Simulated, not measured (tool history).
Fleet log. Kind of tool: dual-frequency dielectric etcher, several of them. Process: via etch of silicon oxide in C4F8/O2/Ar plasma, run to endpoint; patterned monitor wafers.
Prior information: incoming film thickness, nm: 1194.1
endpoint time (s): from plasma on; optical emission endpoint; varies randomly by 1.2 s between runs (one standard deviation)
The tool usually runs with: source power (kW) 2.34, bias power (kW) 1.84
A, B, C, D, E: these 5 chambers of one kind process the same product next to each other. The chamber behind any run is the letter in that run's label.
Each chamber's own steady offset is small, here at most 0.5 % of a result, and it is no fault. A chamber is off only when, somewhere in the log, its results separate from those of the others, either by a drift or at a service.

run	hour	source power (kW)	bias power (kW)	hours since the last wet clean	hours since the last source power generator calibration	hours since the last bias power generator calibration	endpoint time (s)
1A	4.5	2.34	1.84	133.6	1023.1	2204.3	224.79
2D	8	2.34	1.84	205.1	1467.1	523.1	227.08
3B	13	2.34	1.84	346.5	285.3	2670	227.45
4E	15.7	2.34	1.84	215.1	416	1734.1	223.85
5C	19.8	1.81	1.535	326	4406.8	1849.4	264.26
6D	23.8	1.81	1.535	220.9	1482.9	538.9	263.76
7A	26.3	1.81	1.535	155.4	1044.9	2226.1	263.78
8B	31.2	1.81	1.535	364.7	303.5	2688.2	263.55
9E	35.5	1.81	1.535	234.9	435.8	1753.9	262.3
10C	40.6	2.34	1.84	346.8	4427.6	1870.2	227.06
11D	43.2	2.34	1.84	240.3	1502.3	558.3	227.78
12B	47	2.34	1.84	380.5	319.3	2704	225.09
13E	51.9	1.97	1.564	251.3	452.2	1770.3	252.38
14A	55	1.97	1.564	184.1	1073.6	2254.8	254.45
15C	59.6	1.97	1.564	365.8	4446.6	1889.2	254.2
16A	64.8	1.97	1.564	193.9	1083.4	2264.6	253.85
17E	67.9	1.97	1.564	267.3	468.2	1786.3	251.58
18C	71.7	2.34	1.84	377.9	4458.7	1901.3	227.68
19D	75.8	2.34	1.55	272.9	1534.9	590.9	236.25
20B	79.6	2.34	1.55	413.1	351.9	2736.6	239.58
21A	84.2	2.34	1.55	213.3	1102.8	2284	237.37
22E	89.1	2.34	1.55	288.5	489.4	1807.5	234.38
23B	94	2.34	1.55	427.5	366.3	2751	235.82
24C	97.8	2.34	1.84	404	4484.8	1927.4	226.62
25D	103	2.34	1.466	300.1	1562.1	618.1	242.8
26B	107.1	2.34	1.466	440.6	379.4	2764.1	240.12
27C	109.8	2.34	1.466	416	4496.8	1939.4	240.45
28A	112.4	2.34	1.466	241.5	1131	2312.2	238.97
29D	116	2.34	1.466	313.1	1575.1	631.1	243.09
30E	119.2	2.34	2.19	318.6	519.5	1837.6	215.3
31E	121.5	2.34	2.19	320.9	521.8	1839.9	214.12
32D	126	2.34	2.19	323.1	1585.1	641.1	215.27
33C	129.4	2.34	2.19	435.6	4516.4	1959	216.5
34A	134.5	2.34	2.19	263.6	1153.1	2334.3	215.59
35B	138.1	2.34	1.84	471.6	410.4	2795.1	225.89
36A	141.1	2.34	1.84	270.2	1159.7	2340.9	225.18
37E	145.6	2.34	1.84	345	545.9	1864	225.4
38D	150.4	2.34	1.84	347.5	1609.5	665.5	226.91

Is one chamber off against the others, does the gauge drift, or is nothing wrong? If a chamber is off, say which, and what the likeliest cause is.

Beyond each chamber's small constant offset nothing stands out, and the gauge stays steady.

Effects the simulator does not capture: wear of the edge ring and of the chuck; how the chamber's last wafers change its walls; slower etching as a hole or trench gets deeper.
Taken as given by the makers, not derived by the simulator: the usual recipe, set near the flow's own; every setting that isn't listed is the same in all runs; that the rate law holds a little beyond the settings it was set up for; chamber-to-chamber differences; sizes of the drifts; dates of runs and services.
